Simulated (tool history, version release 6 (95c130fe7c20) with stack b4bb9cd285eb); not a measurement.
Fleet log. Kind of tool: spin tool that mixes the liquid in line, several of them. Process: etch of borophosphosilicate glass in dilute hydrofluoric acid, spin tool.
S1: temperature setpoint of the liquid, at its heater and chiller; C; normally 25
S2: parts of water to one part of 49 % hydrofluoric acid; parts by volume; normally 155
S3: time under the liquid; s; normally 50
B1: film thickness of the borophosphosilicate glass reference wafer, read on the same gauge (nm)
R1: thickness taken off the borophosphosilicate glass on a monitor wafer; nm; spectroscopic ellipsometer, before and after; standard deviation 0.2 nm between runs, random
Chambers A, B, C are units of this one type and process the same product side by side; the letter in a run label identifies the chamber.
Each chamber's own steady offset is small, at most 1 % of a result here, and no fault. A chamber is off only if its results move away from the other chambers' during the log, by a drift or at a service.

| run | hour | S1 | S2 | S3 | B1 | R1 |
|---|---|---|---|---|---|---|
| 1B | 9.5 | 25 | 155 | 50 | 30.013 | 25.045 |
| 2C | 17.2 | 25 | 155 | 50 | 29.993 | 25.302 |
| 3A | 22.5 | 25 | 155 | 50 | 30.005 | 25.147 |
| 4C | 27.2 | 25 | 155 | 50 | 30.028 | 25.252 |
| 5B | 32.7 | 25 | 155 | 50 | 29.993 | 24.941 |
| 6A | 37.7 | 25 | 155 | 50 | 30.06 | 25.586 |
| 7B | 45.9 | 25 | 155 | 50 | 29.997 | 24.918 |
| 8C | 52.8 | 25 | 155 | 50 | 29.997 | 25.391 |
| 9A | 61.1 | 25 | 155 | 50 | 29.998 | 25.08 |
| 10A | 67.7 | 25 | 155 | 50 | 29.967 | 25.592 |
| 11B | 73.2 | 25 | 155 | 50 | 30.019 | 25.13 |
| 12C | 82 | 25 | 155 | 50 | 30.035 | 25.634 |
| 13B | 89.2 | 25 | 155 | 50 | 29.982 | 25.032 |
| 14A | 93.5 | 25 | 155 | 50 | 30.01 | 25.771 |
| 15C | 98.2 | 25 | 155 | 50 | 30.035 | 25.418 |
| 16C | 102.9 | 25 | 155 | 50 | 29.989 | 25.376 |
| 17B | 111.3 | 25 | 155 | 50 | 29.998 | 25.24 |
| 18A | 117.4 | 27.5 | 155 | 25 | 30.03 | 14.202 |
| 19C | 126.9 | 27.5 | 155 | 25 | 30.016 | 13.875 |
| 20A | 134.6 | 27.5 | 155 | 25 | 29.998 | 14.179 |
| 21B | 139.5 | 25 | 155 | 50 | 30.005 | 24.918 |
| 22C | 145.5 | 25 | 155 | 50 | 30.005 | 25.622 |
| 23A | 150.7 | 25 | 155 | 50 | 29.986 | 25.537 |
| 24B | 158.5 | 25 | 155 | 50 | 30.025 | 25.352 |
| 25B | 165.3 | 25 | 155 | 50 | 29.988 | 24.701 |
| 26C | 170 | 25 | 125 | 60 | 30.025 | 39.088 |
| 27A | 176.8 | 25 | 125 | 60 | 29.966 | 39.08 |
| 28B | 183.4 | 25 | 125 | 60 | 29.996 | 38.724 |
| 29C | 189.3 | 25 | 155 | 50 | 29.956 | 25.265 |
| 30A | 196.4 | 25 | 155 | 50 | 29.967 | 25.375 |
| 31A | 205.8 | 25 | 155 | 50 | 29.996 | 25.66 |
| 32C | 214.7 | 25 | 155 | 50 | 29.999 | 25.631 |
| 33B | 221.8 | 25 | 155 | 50 | 30.01 | 25.193 |
| 34B | 231.3 | 25 | 155 | 50 | 29.99 | 24.927 |
| 35A | 237.3 | 25 | 155 | 50 | 30.003 | 25.685 |
| 36C | 242.4 | 25 | 155 | 50 | 30.001 | 25.663 |
| 37C | 248.5 | 25 | 155 | 50 | 29.992 | 25.279 |
|  | 249 | chamber A: hydrofluoric acid flow meter replaced |
| 38A | 257.1 | 25 | 155 | 50 | 29.999 | 25.457 |
| 39B | 264.9 | 25 | 155 | 50 | 29.982 | 24.812 |
| 40B | 272.8 | 25 | 155 | 50 | 30.014 | 25.136 |

For the next run the whole fleet of 3 chambers uses the same settings. Give each chamber's results:
| 41A | 279.6 | 25 | 155 | 50 |  | ? |
| 41B | 279.6 | 25 | 155 | 50 |  | ? |
| 41C | 279.6 | 25 | 155 | 50 |  | ? |

| run | R1 |
|---|---|
| 41A | 24.901 |
| 41B | 24.833 |
| 41C | 25.377 |
